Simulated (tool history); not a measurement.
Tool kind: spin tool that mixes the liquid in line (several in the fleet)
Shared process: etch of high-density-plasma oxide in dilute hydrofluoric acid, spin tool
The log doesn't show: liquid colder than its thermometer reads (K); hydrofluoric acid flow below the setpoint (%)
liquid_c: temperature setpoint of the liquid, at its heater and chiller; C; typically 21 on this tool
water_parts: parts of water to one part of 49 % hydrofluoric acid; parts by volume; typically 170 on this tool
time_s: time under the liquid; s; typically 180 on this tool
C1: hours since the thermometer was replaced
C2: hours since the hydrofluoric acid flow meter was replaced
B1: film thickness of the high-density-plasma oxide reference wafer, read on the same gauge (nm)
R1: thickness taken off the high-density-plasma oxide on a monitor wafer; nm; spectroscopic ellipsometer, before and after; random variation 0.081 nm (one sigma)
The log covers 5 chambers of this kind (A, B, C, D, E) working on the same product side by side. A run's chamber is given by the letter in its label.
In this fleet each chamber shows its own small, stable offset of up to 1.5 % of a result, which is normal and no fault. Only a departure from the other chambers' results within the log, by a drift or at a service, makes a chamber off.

Run 1B, hour 6.8: usual settings; C1 602.4; C2 316.6; B1 90.029. Result: R1 8.9452 nm.
Run 2C, hour 12.1: usual settings; C1 395.8; C2 948.8; B1 90.01. Result: R1 8.9005 nm.
Run 3D, hour 20.3: usual settings; C1 727.8; C2 126.5; B1 90.002. Result: R1 9.2115 nm.
Run 4A, hour 28.7: usual settings; C1 348.9; C2 480.7; B1 90.003. Result: R1 8.9753 nm.
Run 5E, hour 36: usual settings; C1 645.2; C2 685.6; B1 89.999. Result: R1 8.9169 nm.
Run 6A, hour 42: usual settings; C1 362.2; C2 494; B1 90.038. Result: R1 9.0032 nm.
Run 7D, hour 47.7: usual settings; C1 755.2; C2 153.9; B1 90.014. Result: R1 9.0662 nm.
Run 8B, hour 54.6: usual settings; C1 650.2; C2 364.4; B1 89.984. Result: R1 8.8875 nm.
Run 9C, hour 59.7: usual settings; C1 443.4; C2 996.4; B1 90.018. Result: R1 8.9967 nm.
Run 10E, hour 65.5: usual settings; C1 674.7; C2 715.1; B1 89.971. Result: R1 8.8478 nm.
Run 11E, hour 70.9: usual settings; C1 680.1; C2 720.5; B1 90.028. Result: R1 8.7989 nm.
Run 12C, hour 75.9: usual settings; C1 459.6; C2 1012.6; B1 89.983. Result: R1 8.8883 nm.
Run 13A, hour 81.2: usual settings; C1 401.4; C2 533.2; B1 90.003. Result: R1 8.8626 nm.
Run 14D, hour 86.6: usual settings; C1 794.1; C2 192.8; B1 90.01. Result: R1 8.909 nm.
Run 15B, hour 94.5: usual settings; C1 690.1; C2 404.3; B1 89.984. Result: R1 8.8188 nm.
Run 16B, hour 98.3: usual settings; C1 693.9; C2 408.1; B1 89.987. Result: R1 8.7767 nm.
Run 17E, hour 102.3: usual settings; C1 711.5; C2 751.9; B1 90.004. Result: R1 8.7191 nm.
Run 18D, hour 110.4: usual settings; C1 817.9; C2 216.6; B1 90.019. Result: R1 8.9748 nm.
Run 19C, hour 118.9: usual settings; C1 502.6; C2 1055.6; B1 90.009. Result: R1 8.9742 nm.
Run 20A, hour 123.2: usual settings; C1 443.4; C2 575.2; B1 89.988. Result: R1 9.1606 nm.
Run 21A, hour 131.6: usual settings; C1 451.8; C2 583.6; B1 89.992. Result: R1 9.1048 nm.
Run 22D, hour 136.3: usual settings; C1 843.8; C2 242.5; B1 89.974. Result: R1 8.9055 nm.
Run 23B, hour 141.7: usual settings; C1 737.3; C2 451.5; B1 89.986. Result: R1 9.0775 nm.
Run 24E, hour 147.2: usual settings; C1 756.4; C2 796.8; B1 89.992. Result: R1 8.7526 nm.
Run 25C, hour 153.3: usual settings; C1 537; C2 1090; B1 90.041. Result: R1 8.7863 nm.
Run 26E, hour 157.7: usual settings; C1 766.9; C2 807.3; B1 89.978. Result: R1 8.7795 nm.
At hour 160.8: chamber E: thermometer replaced.
Run 27D, hour 161.5: usual settings; C1 869; C2 267.7; B1 90.018. Result: R1 8.6311 nm.
Run 28B, hour 167.6: usual settings; C1 763.2; C2 477.4; B1 90.016. Result: R1 8.9935 nm.
Run 29C, hour 171.7: usual settings; C1 555.4; C2 1108.4; B1 90.018. Result: R1 8.921 nm.
Run 30A, hour 180.2: usual settings; C1 500.4; C2 632.2; B1 90.019. Result: R1 8.9995 nm.
Run 31B, hour 185.1: usual settings; C1 780.7; C2 494.9; B1 90.009. Result: R1 8.9581 nm.
Run 32E, hour 191.9: usual settings; C1 31.1; C2 841.5; B1 90.006. Result: R1 8.9094 nm.
Run 33D, hour 199.5: usual settings; C1 907; C2 305.7; B1 89.981. Result: R1 8.5241 nm.
Run 34C, hour 203.5: usual settings; C1 587.2; C2 1140.2; B1 89.984. Result: R1 8.869 nm.
Run 35A, hour 211.8: usual settings but water_parts 200 parts by volume; C1 532; C2 663.8; B1 89.998. Result: R1 7.3697 nm.
Run 36B, hour 217.6: usual settings but water_parts 200 parts by volume; C1 813.2; C2 527.4; B1 89.997. Result: R1 7.2634 nm.
Run 37D, hour 222.6: usual settings but water_parts 200 parts by volume; C1 930.1; C2 328.8; B1 90.014. Result: R1 6.8777 nm.
Run 38C, hour 226.9: usual settings but water_parts 200 parts by volume; C1 610.6; C2 1163.6; B1 90.005. Result: R1 7.3041 nm.
Run 39E, hour 235: usual settings but water_parts 200 parts by volume; C1 74.2; C2 884.6; B1 90.001. Result: R1 7.3002 nm.
Run 40A, hour 239.4: usual settings; C1 559.6; C2 691.4; B1 89.984. Result: R1 8.9068 nm.

Has any chamber moved away from the others, gradually or after a service, or does the common gauge drift, or do the chambers differ only by their own small steady offsets? State the chamber and the most likely cause if one applies.

Chamber D drifts away from the others.
Likeliest cause: liquid colder than its thermometer reads (K) = 2.55.
The log might look much the same if the cause were instead: hydrofluoric acid flow below the setpoint (%).

Which of the 4 candidates below, each the usual settings with something changed and its results left as question marks, puts chamber D back in line with what the other chambers give on the usual settings?
In line means no further than this from the other chambers' mean on the usual settings: R1 0.28 nm
Run 41D-1, hour 245.5: usual settings but liquid_c 20.5 C, water_parts 180 parts by volume. Result: R1 ?.
Run 41D-2, hour 245.5: usual settings but time_s 195 s. Result: R1 ?.
Run 41D-3, hour 245.5: usual settings but water_parts 165 parts by volume. Result: R1 ?.
Run 41D-4, hour 245.5: usual settings but time_s 175 s. Result: R1 ?.

Average result of the remaining chambers running the usual settings: R1 8.9063 nm
  run      R1
41D-1  7.4593
41D-2  8.8056
41D-3  8.4117
41D-4  7.9025
41D-2 puts the chamber back in line with the other chambers.
